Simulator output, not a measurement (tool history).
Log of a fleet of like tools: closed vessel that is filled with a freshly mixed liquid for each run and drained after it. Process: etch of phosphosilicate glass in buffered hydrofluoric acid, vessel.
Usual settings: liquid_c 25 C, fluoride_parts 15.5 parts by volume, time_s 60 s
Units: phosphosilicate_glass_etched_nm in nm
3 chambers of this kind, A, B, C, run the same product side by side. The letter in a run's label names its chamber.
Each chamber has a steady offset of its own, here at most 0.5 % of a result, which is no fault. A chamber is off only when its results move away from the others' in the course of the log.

| run | hour | liquid_c | fluoride_parts | time_s | read-back film thickness of the phosphosilicate glass reference wafer, read on the same gauge (nm) | phosphosilicate_glass_etched_nm |
|---|---|---|---|---|---|---|
| 1A | 10.9 | 25 | 15.5 | 60 | 110 | 206.26 |
|  | 15.8 | chamber C: hydrofluoric acid flow meter replaced |
|  | 18.4 | chamber B: hydrofluoric acid flow meter replaced |
| 2B | 22.1 | 25 | 15.5 | 60 | 110.02 | 207.47 |
| 3C | 36.9 | 25 | 15.5 | 60 | 109.99 | 204.71 |
| 4C | 48.6 | 25 | 15.5 | 60 | 109.99 | 205.31 |
| 5A | 62 | 21.5 | 15.5 | 35 | 110.01 | 99.412 |
| 6B | 75.7 | 21.5 | 15.5 | 35 | 110.03 | 100.23 |
| 7A | 90.3 | 21.5 | 15.5 | 35 | 110.01 | 99.167 |
| 8B | 100.1 | 25 | 15.5 | 60 | 110.03 | 204.06 |
| 9C | 107 | 25 | 15.5 | 60 | 110 | 205.97 |
| 10B | 115.8 | 25 | 15.5 | 60 | 110 | 206.14 |
| 11C | 124 | 25 | 15.5 | 60 | 110.01 | 205.74 |
| 12A | 137.5 | 25 | 18.5 | 60 | 109.98 | 174.43 |
| 13A | 152.2 | 25 | 18.5 | 60 | 109.99 | 172.9 |
| 14C | 160 | 25 | 18.5 | 60 | 110.03 | 173.52 |
| 15B | 172.3 | 25 | 15.5 | 60 | 110.02 | 205.65 |
| 16A | 182.6 | 25 | 15.5 | 60 | 109.99 | 205.08 |
| 17B | 189.8 | 25 | 15.5 | 60 | 110.01 | 207.39 |
| 18C | 198.8 | 25 | 15.5 | 60 | 109.98 | 207.63 |
| 19C | 209.1 | 25 | 15.5 | 60 | 110.01 | 206.1 |
| 20B | 222.7 | 25 | 15.5 | 60 | 110.02 | 207.5 |
| 21A | 234 | 25 | 15.5 | 60 | 110.02 | 205.9 |
| 22C | 245.7 | 25 | 15.5 | 60 | 109.99 | 204.85 |
| 23A | 257.7 | 25 | 15.5 | 60 | 109.99 | 209.27 |
| 24B | 271.1 | 25 | 15.5 | 60 | 110.01 | 206.89 |

All 3 chambers run these settings next. Forecast each chamber's results:
| 25A | 282.1 | 25 | 10 | 60 |  | ? |
| 25B | 282.1 | 25 | 10 | 60 |  | ? |
| 25C | 282.1 | 25 | 10 | 60 |  | ? |

| run | phosphosilicate_glass_etched_nm |
|---|---|
| 25A | 316.34 |
| 25B | 319.22 |
| 25C | 314.37 |
